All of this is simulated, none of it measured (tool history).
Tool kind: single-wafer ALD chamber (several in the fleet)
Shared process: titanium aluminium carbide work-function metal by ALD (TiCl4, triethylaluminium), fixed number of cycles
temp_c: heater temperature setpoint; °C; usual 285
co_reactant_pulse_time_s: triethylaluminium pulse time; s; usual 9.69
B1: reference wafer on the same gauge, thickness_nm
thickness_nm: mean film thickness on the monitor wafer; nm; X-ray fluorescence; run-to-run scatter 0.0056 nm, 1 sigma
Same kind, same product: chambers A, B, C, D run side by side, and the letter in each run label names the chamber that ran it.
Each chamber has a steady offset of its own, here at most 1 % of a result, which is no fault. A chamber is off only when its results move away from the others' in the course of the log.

Run 1A, hour 11.8: usual settings; B1 1.7496. Result: thickness_nm 1.8688 nm.
Run 2C, hour 23.8: usual settings; B1 1.7502. Result: thickness_nm 1.8737 nm.
Run 3D, hour 35.4: usual settings; B1 1.7498. Result: thickness_nm 1.8757 nm.
Run 4B, hour 42.5: usual settings; B1 1.7492. Result: thickness_nm 1.8674 nm.
Run 5B, hour 49.9: usual settings; B1 1.7501. Result: thickness_nm 1.8595 nm.
Run 6A, hour 56.3: usual settings; B1 1.7499. Result: thickness_nm 1.8685 nm.
Run 7D, hour 68.2: usual settings; B1 1.7492. Result: thickness_nm 1.889 nm.
Run 8C, hour 74.5: usual settings; B1 1.7502. Result: thickness_nm 1.8734 nm.
Run 9A, hour 83.5: usual settings; B1 1.7499. Result: thickness_nm 1.8562 nm.
Run 10B, hour 90.9: usual settings; B1 1.7498. Result: thickness_nm 1.8561 nm.
Run 11C, hour 97.5: usual settings; B1 1.7495. Result: thickness_nm 1.8672 nm.
Run 12D, hour 109.8: usual settings; B1 1.7508. Result: thickness_nm 1.8803 nm.
Run 13B, hour 117.6: usual settings; B1 1.7497. Result: thickness_nm 1.8493 nm.
Run 14C, hour 124.9: usual settings but temp_c 274 °C, co_reactant_pulse_time_s 11.23 s; B1 1.7499. Result: thickness_nm 1.7978 nm.
Run 15D, hour 133.7: usual settings but temp_c 274 °C, co_reactant_pulse_time_s 11.23 s; B1 1.7504. Result: thickness_nm 1.8211 nm.
Run 16A, hour 141.3: usual settings but temp_c 274 °C, co_reactant_pulse_time_s 11.23 s; B1 1.7502. Result: thickness_nm 1.7986 nm.
Run 17C, hour 151.9: usual settings but temp_c 274 °C, co_reactant_pulse_time_s 11.23 s; B1 1.7494. Result: thickness_nm 1.7895 nm.
Run 18A, hour 158.9: usual settings; B1 1.7498. Result: thickness_nm 1.8671 nm.
Run 19D, hour 168.9: usual settings; B1 1.7492. Result: thickness_nm 1.8707 nm.
Run 20B, hour 177.5: usual settings; B1 1.7508. Result: thickness_nm 1.868 nm.
Run 21D, hour 187.1: usual settings; B1 1.7485. Result: thickness_nm 1.8771 nm.
At hour 190.1: chamber A: triethylaluminium bottle replaced.
Run 22B, hour 193.5: usual settings; B1 1.7489. Result: thickness_nm 1.8669 nm.
Run 23A, hour 205.1: usual settings; B1 1.7505. Result: thickness_nm 1.8687 nm.
Run 24C, hour 218.9: usual settings; B1 1.751. Result: thickness_nm 1.8549 nm.
At hour 225.1: chamber D: thermocouple changed; heater temperature recalibrated.
Run 25A, hour 227.7: usual settings; B1 1.7487. Result: thickness_nm 1.8625 nm.
Run 26B, hour 239.1: usual settings; B1 1.7499. Result: thickness_nm 1.8666 nm.
Run 27C, hour 245.6: usual settings; B1 1.7514. Result: thickness_nm 1.8597 nm.
Run 28D, hour 254.3: usual settings; B1 1.7504. Result: thickness_nm 1.875 nm.
Run 29A, hour 260.8: usual settings; B1 1.7506. Result: thickness_nm 1.8713 nm.
Run 30D, hour 273.6: usual settings; B1 1.7496. Result: thickness_nm 1.8685 nm.
Run 31B, hour 284.2: usual settings; B1 1.7488. Result: thickness_nm 1.8652 nm.
Run 32C, hour 293.8: usual settings; B1 1.7492. Result: thickness_nm 1.852 nm.
Run 33D, hour 304.1: usual settings; B1 1.749. Result: thickness_nm 1.8747 nm.
Run 34C, hour 315.1: usual settings; B1 1.7513. Result: thickness_nm 1.8453 nm.
Run 35B, hour 322.4: usual settings; B1 1.75. Result: thickness_nm 1.8673 nm.
Run 36A, hour 336: usual settings but co_reactant_pulse_time_s 8.35 s; B1 1.751. Result: thickness_nm 1.8273 nm.
Run 37A, hour 349.5: usual settings but co_reactant_pulse_time_s 8.35 s; B1 1.7481. Result: thickness_nm 1.8255 nm.
At hour 351.5: chamber D: triethylaluminium bottle replaced.
Run 38D, hour 355.6: usual settings but co_reactant_pulse_time_s 8.35 s; B1 1.7482. Result: thickness_nm 1.8464 nm.
Run 39C, hour 363.4: usual settings but co_reactant_pulse_time_s 8.35 s; B1 1.7493. Result: thickness_nm 1.7959 nm.
Run 40B, hour 375.5: usual settings; B1 1.7509. Result: thickness_nm 1.8687 nm.
Run 41B, hour 389.8: usual settings; B1 1.7517. Result: thickness_nm 1.8706 nm.

All 4 chambers run these settings next. Forecast each chamber's results:
Run 42A, hour 400.1: usual settings. Result: thickness_nm ?.
Run 42B, hour 400.1: usual settings. Result: thickness_nm ?.
Run 42C, hour 400.1: usual settings. Result: thickness_nm ?.
Run 42D, hour 400.1: usual settings. Result: thickness_nm ?.

run  thickness_nm
42A        1.8684
42B        1.8564
42C        1.8249
42D        1.8734
